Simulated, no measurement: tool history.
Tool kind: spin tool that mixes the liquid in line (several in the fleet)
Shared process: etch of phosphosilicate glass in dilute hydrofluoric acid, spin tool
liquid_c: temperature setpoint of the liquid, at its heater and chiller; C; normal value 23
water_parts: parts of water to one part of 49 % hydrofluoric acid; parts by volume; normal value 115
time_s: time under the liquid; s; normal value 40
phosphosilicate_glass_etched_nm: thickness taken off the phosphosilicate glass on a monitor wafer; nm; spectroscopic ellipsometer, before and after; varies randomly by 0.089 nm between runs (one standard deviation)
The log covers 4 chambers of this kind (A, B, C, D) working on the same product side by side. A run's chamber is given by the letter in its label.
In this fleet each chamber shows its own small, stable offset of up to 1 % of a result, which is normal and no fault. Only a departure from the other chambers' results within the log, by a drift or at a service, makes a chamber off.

run   hour  liquid_c  water_parts  time_s  hours since the thermometer was replaced  hours since the hydrofluoric acid flow meter was replaced  read-back film thickness of the phosphosilicate glass reference wafer, read on the same gauge (nm)  phosphosilicate_glass_etched_nm
 1B    2.4        23          115      40                                     824.8                                                      295.2                                                                                              39.996                           19.590
 2D    5.4        23          115      40                                     714.0                                                      534.9                                                                                              40.014                           19.693
 3A    9.8        23          115      40                                     219.2                                                      521.3                                                                                              40.005                           19.899
 4C   12.1        23          115      40                                     407.6                                                     1012.6                                                                                              40.010                           19.619
 5A   17.0        23          115      40                                     226.4                                                      528.5                                                                                              40.045                           19.859
 6D   21.9        23          115      40                                     730.5                                                      551.4                                                                                              39.951                           19.736
 7C   24.7        23          115      40                                     420.2                                                     1025.2                                                                                              40.013                           19.642
 8B   27.3        23          115      40                                     849.7                                                      320.1                                                                                              39.989                           19.854
 9C   31.8        23          115      40                                     427.3                                                     1032.3                                                                                              39.995                           19.638
10D   36.3        23           60      40                                     744.9                                                      565.8                                                                                              40.009                           41.092
11A   38.7        23           60      40                                     248.1                                                      550.2                                                                                              40.023                           40.829
12B   42.0        23           60      40                                     864.4                                                      334.8                                                                                              40.000                           40.444
13C   45.6        23           60      40                                     441.1                                                     1046.1                                                                                              39.960                           39.835
14D   47.9        23          115      40                                     756.5                                                      577.4                                                                                              39.989                           19.767
15B   51.2        23          115      40                                     873.6                                                      344.0                                                                                              40.036                           19.645
16A   54.8        23          115      40                                     264.2                                                      566.3                                                                                              40.015                           20.043
17C   57.8        23          115      40                                     453.3                                                     1058.3                                                                                              39.996                           19.739
18A   59.9        23          115      40                                     269.3                                                      571.4                                                                                              39.993                           19.931
19D   63.7        23          115      40                                     772.3                                                      593.2                                                                                              39.983                           19.804
20B   68.6        25          115      40                                     891.0                                                      361.4                                                                                              39.992                           21.077
21B   73.4        25          115      40                                     895.8                                                      366.2                                                                                              40.010                           20.821
22C   75.9        25          115      40                                     471.4                                                     1076.4                                                                                              39.997                           21.263
23A   78.7        25          115      40                                     288.1                                                      590.2                                                                                              40.004                           21.496
      80.3  -- chamber D: thermometer replaced
24D   82.2        23          115      40                                       1.9                                                      611.7                                                                                              40.036                           19.869
25B   86.4        23          115      40                                     908.8                                                      379.2                                                                                              39.999                           19.209
26D   88.6        23          115      40                                       8.3                                                      618.1                                                                                              40.005                           19.805
27C   91.8        23          115      40                                     487.3                                                     1092.3                                                                                              39.963                           19.633
28A   96.6        23          115      40                                     306.0                                                      608.1                                                                                              40.016                           19.882
29B   99.2        23          115      40                                     921.6                                                      392.0                                                                                              40.001                           18.966
30D  102.6        26          140      40                                      22.3                                                      632.1                                                                                              40.013                           17.720

All chambers now run identical settings, listed one chamber a line with results as question marks. What results will each chamber show?
31A  106.1        27          115      40                                                                                                                                                                                                                                         ?
31B  106.1        27          115      40                                                                                                                                                                                                                                         ?
31C  106.1        27          115      40                                                                                                                                                                                                                                         ?
31D  106.1        27          115      40                                                                                                                                                                                                                                         ?

run  phosphosilicate_glass_etched_nm
31A                           23.317
31B                           21.963
31C                           22.761
31D                           23.143
